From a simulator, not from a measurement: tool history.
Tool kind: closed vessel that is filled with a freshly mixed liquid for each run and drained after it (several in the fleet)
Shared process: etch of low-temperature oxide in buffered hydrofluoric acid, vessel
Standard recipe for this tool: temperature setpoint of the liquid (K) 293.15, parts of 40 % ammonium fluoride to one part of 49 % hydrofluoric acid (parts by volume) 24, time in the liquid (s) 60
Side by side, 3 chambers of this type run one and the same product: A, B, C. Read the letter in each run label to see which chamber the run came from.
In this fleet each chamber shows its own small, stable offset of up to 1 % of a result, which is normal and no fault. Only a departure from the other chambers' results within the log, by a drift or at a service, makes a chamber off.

run   hour  temperature setpoint of the liquid (K)  parts of 40 % ammonium fluoride to one part of 49 % hydrofluoric acid (parts by volume)  time in the liquid (s)  hours since the thermometer was replaced  hours since the hydrofluoric acid flow meter was replaced  read-back film thickness of the low-temperature oxide reference wafer, read on the same gauge (nm)  thickness taken off the low-temperature oxide on a monitor wafer (angstrom)
 1C   10.9                                  293.15                                                                                       24                      60                                     222.8                                                      573.4                                                                                              69.981                                                                       423.08
 2A     22                                  293.15                                                                                       24                      60                                     731.4                                                     1082.4                                                                                              70.011                                                                       422.36
 3B   30.9                                  293.15                                                                                       24                      60                                     446.9                                                     1428.6                                                                                               70.02                                                                       432.11
 4C   45.7                                  293.15                                                                                       24                      60                                     257.6                                                      608.2                                                                                              70.013                                                                       432.63
 5B   56.6                                  293.15                                                                                       24                      60                                     472.6                                                     1454.3                                                                                              69.967                                                                       432.04
 6A   68.5                                  293.15                                                                                       24                      60                                     777.9                                                     1128.9                                                                                              69.941                                                                       428.19
 7C   81.7                                  293.15                                                                                       24                      60                                     293.6                                                      644.2                                                                                              69.998                                                                       429.12
 8A   89.1                                  293.15                                                                                       24                      60                                     798.5                                                     1149.5                                                                                              70.001                                                                       428.57
 9B   97.4                                  293.15                                                                                       24                      60                                     513.4                                                     1495.1                                                                                              69.994                                                                       426.94
10C  107.5                                  293.15                                                                                       24                      60                                     319.4                                                        670                                                                                              69.999                                                                       429.61
11A  114.2                                  293.15                                                                                       24                      60                                     823.6                                                     1174.6                                                                                              69.989                                                                       417.07
12B  128.9                                  293.15                                                                                       24                      60                                     544.9                                                     1526.6                                                                                                  70                                                                       433.25
13A    141                                  293.15                                                                                       24                      60                                     850.4                                                     1201.4                                                                                               69.96                                                                       422.04
14C  150.8                                  293.15                                                                                       24                      75                                     362.7                                                      713.3                                                                                              69.954                                                                       537.43
15B  164.5                                  293.15                                                                                       24                      75                                     580.5                                                     1562.2                                                                                              70.014                                                                       543.16
16B  171.9                                  293.15                                                                                       24                      75                                     587.9                                                     1569.6                                                                                              69.989                                                                       530.32
17A    185                                  293.15                                                                                       24                      60                                     894.4                                                     1245.4                                                                                              69.968                                                                       421.44
18C  193.1                                  293.15                                                                                       24                      95                                       405                                                      755.6                                                                                              70.008                                                                        681.8
19A    207                                  293.15                                                                                       24                      95                                     916.4                                                     1267.4                                                                                               70.01                                                                       653.38
20B  214.4                                  293.15                                                                                       24                      95                                     630.4                                                     1612.1                                                                                              69.987                                                                       689.34
21C  227.1                                  293.15                                                                                       24                      60                                       439                                                      789.6                                                                                              69.989                                                                       421.88
22A  234.2                                  293.15                                                                                       24                      60                                     943.6                                                     1294.6                                                                                              70.001                                                                       403.08
23B  241.9                                  293.15                                                                                       24                      60                                     657.9                                                     1639.6                                                                                              70.005                                                                       434.32
24C  253.9                                  293.15                                                                                       24                      60                                     465.8                                                      816.4                                                                                              70.008                                                                       425.69
25A  265.2                                  293.15                                                                                       24                      60                                     974.6                                                     1325.6                                                                                              70.008                                                                       400.52
26C  273.4                                  293.15                                                                                       24                      60                                     485.3                                                      835.9                                                                                              70.035                                                                       433.68
     273.9  -- chamber B: hydrofluoric acid flow meter replaced
27B  281.5                                  293.15                                                                                       24                      60                                     697.5                                                        7.6                                                                                              69.987                                                                       430.19
     288.9  -- chamber C: hydrofluoric acid flow meter replaced
28B  289.6                                  293.15                                                                                       24                      60                                     705.6                                                       15.7                                                                                              69.992                                                                       433.07
29C  296.2                                  293.15                                                                                       24                      60                                     508.1                                                        7.3                                                                                              70.013                                                                       426.06
30A  302.7                                  293.15                                                                                       24                      60                                    1012.1                                                     1363.1                                                                                              70.013                                                                       398.87
31C    311                                  293.15                                                                                       24                      60                                     522.9                                                       22.1                                                                                              69.979                                                                       433.39
32B  325.5                                  293.15                                                                                       24                      60                                     741.5                                                       51.6                                                                                              70.031                                                                       427.34
33A  336.4                                  293.15                                                                                       24                      60                                    1045.8                                                     1396.8                                                                                              70.008                                                                       399.92
34B  347.9                                  293.15                                                                                       24                      60                                     763.9                                                         74                                                                                              70.004                                                                          429
35A  359.6                                  293.15                                                                                       24                      60                                      1069                                                       1420                                                                                              69.943                                                                        397.6
     363.9  -- chamber C: thermometer replaced
36C  370.4                                  293.15                                                                                       24                      35                                       6.6                                                       81.5                                                                                              69.987                                                                       253.73

Is one chamber off against the others, does the gauge drift, or is nothing wrong? If a chamber is off, say which, and what the likeliest cause is.

Little by little, chamber A moves away from the other chambers.
Most likely cause: liquid colder than its thermometer reads (K) = 1.64.
The log might look much the same if the cause were instead: hydrofluoric acid flow below the setpoint (%).

Which of the 4 candidates below, each the usual settings with something changed and its results left as question marks, puts chamber A back in line with what the other chambers give on the usual settings?
In line means no further than this from the other chambers' mean on the usual settings: thickness taken off the low-temperature oxide on a monitor wafer (angstrom) 13
37A-1   381                                  293.15                                                                                     24.5                      55                                                                                                                                                                                                                                                                                     ?
37A-2   381                                  294.15                                                                                     22.5                      60                                                                                                                                                                                                                                                                                     ?
37A-3   381                                  291.15                                                                                     27.5                      60                                                                                                                                                                                                                                                                                     ?
37A-4   381                                  295.15                                                                                       21                      60                                                                                                                                                                                                                                                                                     ?

What the other chambers average on the usual settings: thickness taken off the low-temperature oxide on a monitor wafer (angstrom) 430.34
  run  thickness taken off the low-temperature oxide on a monitor wafer (angstrom)
37A-1                                                                        353.1
37A-2                                                                       431.74
37A-3                                                                       317.83
37A-4                                                                       478.62
37A-2 puts the chamber back in line with the other chambers.
